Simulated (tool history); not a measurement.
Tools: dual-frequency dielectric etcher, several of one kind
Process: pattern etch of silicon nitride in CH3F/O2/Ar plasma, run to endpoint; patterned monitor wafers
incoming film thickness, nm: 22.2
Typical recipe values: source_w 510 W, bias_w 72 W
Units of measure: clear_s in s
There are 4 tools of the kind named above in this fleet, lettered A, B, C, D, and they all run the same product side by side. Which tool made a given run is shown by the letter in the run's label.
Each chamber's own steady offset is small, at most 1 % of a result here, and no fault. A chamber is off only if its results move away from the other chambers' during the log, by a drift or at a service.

run,hour,source_w,bias_w,clear_s
1B,8.3,510,72,29.219
2D,16,510,72,29.237
3A,22.7,510,72,29.326
4C,32.3,510,72,29.6
5C,41,510,72,29.532
6D,51.2,510,72,29.372
7A,60.5,510,72,28.884
8B,69.3,510,59,31.109
9B,75.4,510,59,31.337
# hour 75.9: chamber C: wet clean of the chamber
10D,81.8,510,59,31.522
11A,88.2,510,59,30.805
12C,96.2,510,72,29.556
13D,104.2,510,72,29.218
14A,109,510,72,28.89
15B,115.1,640,86,25.322
16C,122.8,640,86,25.535
17C,128.9,640,86,25.553
18D,136.1,640,86,25.27
19A,146.2,510,72,28.734
20B,151.2,510,72,29.037
21D,156.8,510,72,29.448
22B,167.5,510,72,29.141
23A,174.1,510,72,28.675
24C,179.2,510,72,29.536
# hour 184.1: chamber C: bias power generator calibrated
25B,189.7,510,72,29.28
26D,194.7,510,72,29.274
27C,202.5,510,72,29.453
28A,209.2,630,72,26.37

Is one chamber out of step, is the gauge drifting, or do the chambers differ by no more than their own small offsets? For an off chamber, give its letter and the likeliest cause.

Chamber A drifts away from the others.
Cause: etch rate over this chamber's usual, % = 3.33.

Here are 4 candidates for chamber A's next run, each the usual settings with a change, their results left as question marks. Which one brings its results back in line with what the others give on the usual settings?
In line means no further than this from the other chambers' mean on the usual settings: clear_s 0.44 s
29A-1,216.9,540,75,?
29A-2,216.9,560,78,?
29A-3,216.9,510,58,?
29A-4,216.9,460,72,?

Mean of the other chambers on the usual settings: clear_s 29.378 s
run,clear_s
29A-1,27.313
29A-2,26.583
29A-3,30.348
29A-4,29.449
With 29A-4, the chamber falls back in line with the rest.
